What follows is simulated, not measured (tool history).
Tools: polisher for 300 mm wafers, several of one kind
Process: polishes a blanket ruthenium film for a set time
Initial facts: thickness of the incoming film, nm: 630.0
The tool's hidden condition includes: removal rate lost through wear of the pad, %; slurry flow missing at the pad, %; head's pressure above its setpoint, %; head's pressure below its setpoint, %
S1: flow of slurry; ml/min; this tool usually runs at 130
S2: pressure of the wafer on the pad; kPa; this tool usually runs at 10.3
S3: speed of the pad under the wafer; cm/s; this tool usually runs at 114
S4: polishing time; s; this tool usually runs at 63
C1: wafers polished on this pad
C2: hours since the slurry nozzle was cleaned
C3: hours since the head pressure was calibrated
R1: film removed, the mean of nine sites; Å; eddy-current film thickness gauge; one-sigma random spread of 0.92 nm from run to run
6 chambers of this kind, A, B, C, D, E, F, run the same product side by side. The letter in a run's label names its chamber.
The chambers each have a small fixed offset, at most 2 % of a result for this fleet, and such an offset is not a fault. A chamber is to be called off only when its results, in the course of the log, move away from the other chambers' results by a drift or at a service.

| run | hour | S1 | S2 | S3 | S4 | C1 | C2 | C3 | R1 |
|---|---|---|---|---|---|---|---|---|---|
| 1A | 7 | 130 | 10.3 | 114 | 63 | 331 | 19 | 735.1 | 626.72 |
| 2E | 17.8 | 130 | 10.3 | 114 | 63 | 885 | 408.5 | 244.9 | 632.85 |
|  | 24 | chamber F: slurry nozzle cleaned |
| 3F | 27.1 | 130 | 10.3 | 114 | 63 | 909 | 3.1 | 149.8 | 631.29 |
|  | 34.8 | chamber B: worn pad replaced by a new one |
| 4B | 37.2 | 130 | 10.3 | 114 | 63 | 36 | 851 | 129.7 | 644.16 |
| 5D | 50.6 | 130 | 10.3 | 114 | 63 | 793 | 313.8 | 162.3 | 630.99 |
|  | 51 | chamber F: worn pad replaced by a new one |
|  | 52.6 | chamber E: worn pad replaced by a new one |
|  | 54.1 | chamber C: worn pad replaced by a new one |
| 6C | 64.4 | 130 | 10.3 | 114 | 63 | 152 | 214.1 | 965.1 | 647.78 |
|  | 69.5 | chamber D: worn pad replaced by a new one |
|  | 71.8 | chamber E: head pressure recalibrated |
|  | 77.7 | chamber A: worn pad replaced by a new one |
| 7A | 79.5 | 130 | 10.3 | 114 | 63 | 27 | 91.5 | 807.6 | 636.41 |
| 8E | 93.6 | 130 | 10.3 | 114 | 63 | 605 | 484.3 | 21.8 | 620 |
|  | 97.9 | chamber C: head pressure recalibrated |
| 9B | 109.1 | 130 | 10.3 | 114 | 63 | 1096 | 922.9 | 201.6 | 641.75 |
|  | 115.6 | chamber D: slurry nozzle cleaned |
|  | 119.3 | chamber C: slurry nozzle cleaned |
|  | 121.6 | chamber B: slurry nozzle cleaned |
|  | 122.9 | chamber B: worn pad replaced by a new one |
| 10F | 123.9 | 130 | 10.3 | 114 | 63 | 1075 | 99.9 | 246.6 | 639.37 |
|  | 125.8 | chamber F: worn pad replaced by a new one |
| 11D | 131.1 | 130 | 10.3 | 138 | 63 | 909 | 15.5 | 242.8 | 744.55 |
|  | 133.3 | chamber E: worn pad replaced by a new one |
|  | 143.4 | chamber C: worn pad replaced by a new one |
| 12C | 143.9 | 130 | 10.3 | 138 | 63 | 8 | 24.7 | 46 | 769.34 |
|  | 150.2 | chamber D: worn pad replaced by a new one |
| 13E | 153.2 | 130 | 10.3 | 138 | 63 | 294 | 543.9 | 81.4 | 770.1 |
| 14B | 161.2 | 130 | 10.3 | 138 | 63 | 565 | 39.6 | 253.7 | 729.88 |
|  | 165.7 | chamber E: slurry nozzle cleaned |
|  | 167.5 | chamber A: worn pad replaced by a new one |
| 15C | 176.4 | 130 | 10.3 | 138 | 63 | 487 | 57.2 | 78.5 | 786.97 |
| 16F | 188.3 | 130 | 10.3 | 138 | 63 | 922 | 164.3 | 311 | 754.57 |
| 17D | 197.5 | 130 | 10.3 | 114 | 63 | 698 | 81.9 | 309.2 | 636.3 |
|  | 200.4 | chamber F: worn pad replaced by a new one |
| 18A | 205.1 | 130 | 10.3 | 114 | 63 | 554 | 217.1 | 933.2 | 641.37 |
|  | 205.7 | chamber B: worn pad replaced by a new one |
|  | 206.1 | chamber A: head pressure recalibrated |
|  | 213.4 | chamber E: worn pad replaced by a new one |
| 19A | 219.9 | 130 | 10.3 | 114 | 63 | 772 | 231.9 | 13.9 | 634.78 |
|  | 221.3 | chamber C: worn pad replaced by a new one |
|  | 227.4 | chamber D: worn pad replaced by a new one |
| 20B | 234 | 130 | 10.3 | 114 | 63 | 417 | 112.4 | 326.5 | 623.01 |
|  | 247.5 | chamber A: worn pad replaced by a new one |
| 21C | 248.1 | 130 | 10.3 | 114 | 63 | 396 | 128.9 | 150.2 | 658.2 |
| 22F | 262.6 | 130 | 10.3 | 114 | 63 | 917 | 238.6 | 385.3 | 625.21 |
| 23E | 271.1 | 130 | 10.3 | 114 | 63 | 851 | 105.4 | 199.3 | 628.34 |
| 24D | 278.9 | 145 | 11.7 | 114 | 63 | 760 | 163.3 | 390.6 | 724.37 |
|  | 287.1 | chamber E: worn pad replaced by a new one |
|  | 287.4 | chamber B: head pressure recalibrated |
| 25C | 288.8 | 145 | 11.7 | 114 | 63 | 996 | 169.6 | 190.9 | 744.27 |
|  | 288.9 | chamber F: worn pad replaced by a new one |
|  | 294.1 | chamber B: worn pad replaced by a new one |
| 26F | 298.1 | 145 | 11.7 | 114 | 63 | 136 | 274.1 | 420.8 | 731.95 |
| 27D | 307.6 | 145 | 11.7 | 114 | 63 | 1183 | 192 | 419.3 | 740.17 |
|  | 311.5 | chamber D: worn pad replaced by a new one |
|  | 313.1 | chamber C: worn pad replaced by a new one |
| 28A | 318.1 | 145 | 11.7 | 114 | 63 | 1041 | 330.1 | 112.1 | 735.69 |
|  | 325.3 | chamber F: head pressure recalibrated |
| 29B | 328.7 | 145 | 11.7 | 114 | 63 | 511 | 207.1 | 41.3 | 728.59 |
|  | 333.2 | chamber A: worn pad replaced by a new one |
| 30E | 338.5 | 130 | 10.3 | 114 | 63 | 759 | 172.8 | 266.7 | 642.39 |
|  | 343.4 | chamber C: slurry nozzle cleaned |
| 31A | 347.3 | 130 | 10.3 | 114 | 63 | 209 | 359.3 | 141.3 | 615.23 |
| 32E | 362 | 130 | 10.3 | 114 | 63 | 1105 | 196.3 | 290.2 | 616.94 |
|  | 365 | chamber F: worn pad replaced by a new one |
| 33B | 370.8 | 130 | 10.3 | 114 | 63 | 1132 | 249.2 | 83.4 | 637.84 |
|  | 377.1 | chamber E: worn pad replaced by a new one |
| 34C | 385.5 | 130 | 10.3 | 114 | 63 | 1068 | 42.1 | 287.6 | 635.39 |
| 35F | 394.7 | 130 | 10.3 | 114 | 63 | 439 | 370.7 | 69.4 | 618.79 |
|  | 399.6 | chamber D: worn pad replaced by a new one |
| 36D | 407.4 | 130 | 10.3 | 114 | 63 | 115 | 291.8 | 519.1 | 612.94 |
|  | 409.9 | chamber E: head pressure recalibrated |
| 37E | 417.5 | 130 | 10.3 | 114 | 63 | 596 | 251.8 | 7.6 | 627.53 |

One chamber off, gauge drift, or nothing amiss beyond the chambers' own small offsets? If it is a chamber, which one, and what is the likeliest cause?

Nothing is wrong: each chamber keeps only its own small, steady offset and the gauge holds still.
